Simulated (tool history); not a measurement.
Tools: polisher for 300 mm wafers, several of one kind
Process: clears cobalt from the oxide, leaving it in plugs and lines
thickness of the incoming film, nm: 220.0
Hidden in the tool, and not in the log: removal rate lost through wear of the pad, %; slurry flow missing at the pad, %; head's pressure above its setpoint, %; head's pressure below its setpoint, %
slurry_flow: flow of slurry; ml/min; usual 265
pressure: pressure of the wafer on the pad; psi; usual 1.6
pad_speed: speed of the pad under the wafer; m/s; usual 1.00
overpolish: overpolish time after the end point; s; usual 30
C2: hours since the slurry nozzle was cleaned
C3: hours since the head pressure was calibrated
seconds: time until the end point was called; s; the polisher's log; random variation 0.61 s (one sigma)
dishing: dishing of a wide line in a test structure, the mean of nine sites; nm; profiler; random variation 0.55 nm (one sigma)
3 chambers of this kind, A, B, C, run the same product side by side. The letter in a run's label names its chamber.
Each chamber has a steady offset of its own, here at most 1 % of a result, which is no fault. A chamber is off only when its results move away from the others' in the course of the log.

run 1B hour=5.6 | slurry_flow=265 pressure=1.6 pad_speed=1.00 overpolish=30 | wafers_polished_on_this_pad=615 C2=387.2 C3=328.6 | seconds=48.900 dishing=28.934
run 2C hour=10.6 | slurry_flow=265 pressure=1.6 pad_speed=1.00 overpolish=30 | wafers_polished_on_this_pad=211 C2=506.5 C3=1085.5 | seconds=50.004 dishing=29.255
run 3A hour=16.4 | slurry_flow=265 pressure=1.6 pad_speed=1.00 overpolish=30 | wafers_polished_on_this_pad=190 C2=171.1 C3=79.4 | seconds=48.052 dishing=28.798
run 4C hour=23.3 | slurry_flow=265 pressure=1.6 pad_speed=1.00 overpolish=30 | wafers_polished_on_this_pad=351 C2=519.2 C3=1098.2 | seconds=47.983 dishing=29.968
run 5A hour=30.7 | slurry_flow=265 pressure=1.6 pad_speed=1.20 overpolish=30 | wafers_polished_on_this_pad=348 C2=185.4 C3=93.7 | seconds=41.292 dishing=30.013
run 6B hour=36.5 | slurry_flow=265 pressure=1.6 pad_speed=1.20 overpolish=30 | wafers_polished_on_this_pad=955 C2=418.1 C3=359.5 | seconds=41.170 dishing=29.878
run 7B hour=43.8 | slurry_flow=265 pressure=1.6 pad_speed=1.20 overpolish=30 | wafers_polished_on_this_pad=1035 C2=425.4 C3=366.8 | seconds=41.081 dishing=30.431
-- hour=49.8 chamber C: head pressure recalibrated
run 8C hour=51.1 | slurry_flow=215 pressure=1.6 pad_speed=1.00 overpolish=18 | wafers_polished_on_this_pad=656 C2=547.0 C3=1.3 | seconds=50.658 dishing=27.317
-- hour=55.5 chamber A: worn pad replaced by a new one
run 9A hour=58.8 | slurry_flow=215 pressure=1.6 pad_speed=1.00 overpolish=18 | wafers_polished_on_this_pad=37 C2=213.5 C3=121.8 | seconds=51.110 dishing=27.061
run 10C hour=65.6 | slurry_flow=215 pressure=1.6 pad_speed=1.00 overpolish=18 | wafers_polished_on_this_pad=816 C2=561.5 C3=15.8 | seconds=49.277 dishing=27.040
-- hour=70.1 chamber C: worn pad replaced by a new one
run 11B hour=70.5 | slurry_flow=265 pressure=1.6 pad_speed=1.00 overpolish=30 | wafers_polished_on_this_pad=1328 C2=452.1 C3=393.5 | seconds=49.957 dishing=30.022
run 12A hour=77.2 | slurry_flow=305 pressure=1.6 pad_speed=0.84 overpolish=30 | wafers_polished_on_this_pad=239 C2=231.9 C3=140.2 | seconds=56.832 dishing=28.808
run 13C hour=82.1 | slurry_flow=305 pressure=1.6 pad_speed=0.84 overpolish=30 | wafers_polished_on_this_pad=132 C2=578.0 C3=32.3 | seconds=57.987 dishing=29.701
run 14B hour=87.4 | slurry_flow=305 pressure=1.6 pad_speed=0.84 overpolish=30 | wafers_polished_on_this_pad=1514 C2=469.0 C3=410.4 | seconds=57.541 dishing=29.518
run 15A hour=94.0 | slurry_flow=265 pressure=1.6 pad_speed=1.00 overpolish=30 | wafers_polished_on_this_pad=424 C2=248.7 C3=157.0 | seconds=48.845 dishing=29.684
run 16A hour=100.1 | slurry_flow=265 pressure=1.6 pad_speed=1.00 overpolish=30 | wafers_polished_on_this_pad=491 C2=254.8 C3=163.1 | seconds=48.552 dishing=30.349
-- hour=105.1 chamber B: slurry nozzle cleaned
-- hour=106.7 chamber A: slurry nozzle cleaned
run 17C hour=110.0 | slurry_flow=265 pressure=1.6 pad_speed=1.00 overpolish=30 | wafers_polished_on_this_pad=438 C2=605.9 C3=60.2 | seconds=49.498 dishing=30.078
-- hour=113.7 chamber A: worn pad replaced by a new one
run 18B hour=114.7 | slurry_flow=265 pressure=1.6 pad_speed=1.00 overpolish=30 | wafers_polished_on_this_pad=1814 C2=9.7 C3=437.7 | seconds=50.416 dishing=28.744
run 19A hour=120.8 | slurry_flow=265 pressure=1.6 pad_speed=1.00 overpolish=30 | wafers_polished_on_this_pad=78 C2=14.1 C3=183.8 | seconds=47.982 dishing=29.032
run 20C hour=126.0 | slurry_flow=265 pressure=1.6 pad_speed=1.00 overpolish=30 | wafers_polished_on_this_pad=614 C2=621.9 C3=76.2 | seconds=48.867 dishing=29.170
run 21B hour=135.4 | slurry_flow=195 pressure=1.4 pad_speed=1.00 overpolish=30 | wafers_polished_on_this_pad=2042 C2=30.4 C3=458.4 | seconds=61.537 dishing=30.825
-- hour=140.2 chamber B: head pressure recalibrated
run 22B hour=144.3 | slurry_flow=195 pressure=1.4 pad_speed=1.00 overpolish=30 | wafers_polished_on_this_pad=2139 C2=39.3 C3=4.1 | seconds=61.216 dishing=28.978
-- hour=151.2 chamber C: worn pad replaced by a new one
run 23A hour=153.2 | slurry_flow=195 pressure=1.4 pad_speed=1.00 overpolish=30 | wafers_polished_on_this_pad=434 C2=46.5 C3=216.2 | seconds=57.098 dishing=29.833
run 24C hour=161.7 | slurry_flow=265 pressure=1.6 pad_speed=1.00 overpolish=30 | wafers_polished_on_this_pad=115 C2=657.6 C3=111.9 | seconds=49.200 dishing=29.751
run 25C hour=166.5 | slurry_flow=265 pressure=1.6 pad_speed=1.00 overpolish=30 | wafers_polished_on_this_pad=168 C2=662.4 C3=116.7 | seconds=48.606 dishing=29.404
-- hour=173.4 chamber A: worn pad replaced by a new one
run 26A hour=176.7 | slurry_flow=265 pressure=1.6 pad_speed=1.00 overpolish=30 | wafers_polished_on_this_pad=37 C2=70.0 C3=239.7 | seconds=48.399 dishing=29.601
run 27B hour=184.3 | slurry_flow=265 pressure=1.6 pad_speed=1.00 overpolish=30 | wafers_polished_on_this_pad=2579 C2=79.3 C3=44.1 | seconds=51.718 dishing=28.513
run 28A hour=189.7 | slurry_flow=265 pressure=1.6 pad_speed=1.00 overpolish=30 | wafers_polished_on_this_pad=179 C2=83.0 C3=252.7 | seconds=49.629 dishing=29.365
run 29C hour=198.9 | slurry_flow=265 pressure=2.1 pad_speed=1.00 overpolish=30 | wafers_polished_on_this_pad=524 C2=694.8 C3=149.1 | seconds=36.979 dishing=30.136
run 30B hour=204.6 | slurry_flow=265 pressure=2.1 pad_speed=1.00 overpolish=30 | wafers_polished_on_this_pad=2802 C2=99.6 C3=64.4 | seconds=40.126 dishing=29.249
run 31C hour=210.6 | slurry_flow=265 pressure=2.1 pad_speed=1.00 overpolish=30 | wafers_polished_on_this_pad=653 C2=706.5 C3=160.8 | seconds=37.690 dishing=29.726
run 32B hour=218.2 | slurry_flow=320 pressure=1.6 pad_speed=1.00 overpolish=30 | wafers_polished_on_this_pad=2951 C2=113.2 C3=78.0 | seconds=51.187 dishing=30.082
-- hour=225.5 chamber A: worn pad replaced by a new one
run 33A hour=226.3 | slurry_flow=320 pressure=1.6 pad_speed=1.00 overpolish=30 | wafers_polished_on_this_pad=9 C2=119.6 C3=289.3 | seconds=48.457 dishing=28.990
run 34C hour=232.0 | slurry_flow=320 pressure=1.6 pad_speed=1.00 overpolish=30 | wafers_polished_on_this_pad=888 C2=727.9 C3=182.2 | seconds=47.479 dishing=30.802
run 35B hour=241.5 | slurry_flow=265 pressure=1.6 pad_speed=1.00 overpolish=30 | wafers_polished_on_this_pad=3207 C2=136.5 C3=101.3 | seconds=53.436 dishing=29.245
-- hour=241.9 chamber C: worn pad replaced by a new one
run 36A hour=246.3 | slurry_flow=265 pressure=1.6 pad_speed=1.00 overpolish=30 | wafers_polished_on_this_pad=228 C2=139.6 C3=309.3 | seconds=47.975 dishing=28.695
run 37A hour=253.0 | slurry_flow=265 pressure=1.6 pad_speed=1.00 overpolish=30 | wafers_polished_on_this_pad=302 C2=146.3 C3=316.0 | seconds=49.762 dishing=29.982
run 38B hour=259.7 | slurry_flow=265 pressure=1.6 pad_speed=1.00 overpolish=30 | wafers_polished_on_this_pad=3407 C2=154.7 C3=119.5 | seconds=52.951 dishing=29.562
run 39C hour=264.1 | slurry_flow=265 pressure=1.6 pad_speed=1.00 overpolish=30 | wafers_polished_on_this_pad=244 C2=760.0 C3=214.3 | seconds=49.724 dishing=29.242
run 40C hour=273.9 | slurry_flow=195 pressure=2.1 pad_speed=1.00 overpolish=30 | wafers_polished_on_this_pad=351 C2=769.8 C3=224.1 | seconds=38.345 dishing=29.117

Next, every chamber runs the same settings. What will each give?
run 41A hour=281.2 | slurry_flow=265 pressure=1.6 pad_speed=1.00 overpolish=30 | seconds=? dishing=?
run 41B hour=281.2 | slurry_flow=265 pressure=1.6 pad_speed=1.00 overpolish=30 | seconds=? dishing=?
run 41C hour=281.2 | slurry_flow=265 pressure=1.6 pad_speed=1.00 overpolish=30 | seconds=? dishing=?

run=41A seconds=48.631 dishing=29.271
run=41B seconds=54.326 dishing=29.559
run=41C seconds=48.900 dishing=29.184

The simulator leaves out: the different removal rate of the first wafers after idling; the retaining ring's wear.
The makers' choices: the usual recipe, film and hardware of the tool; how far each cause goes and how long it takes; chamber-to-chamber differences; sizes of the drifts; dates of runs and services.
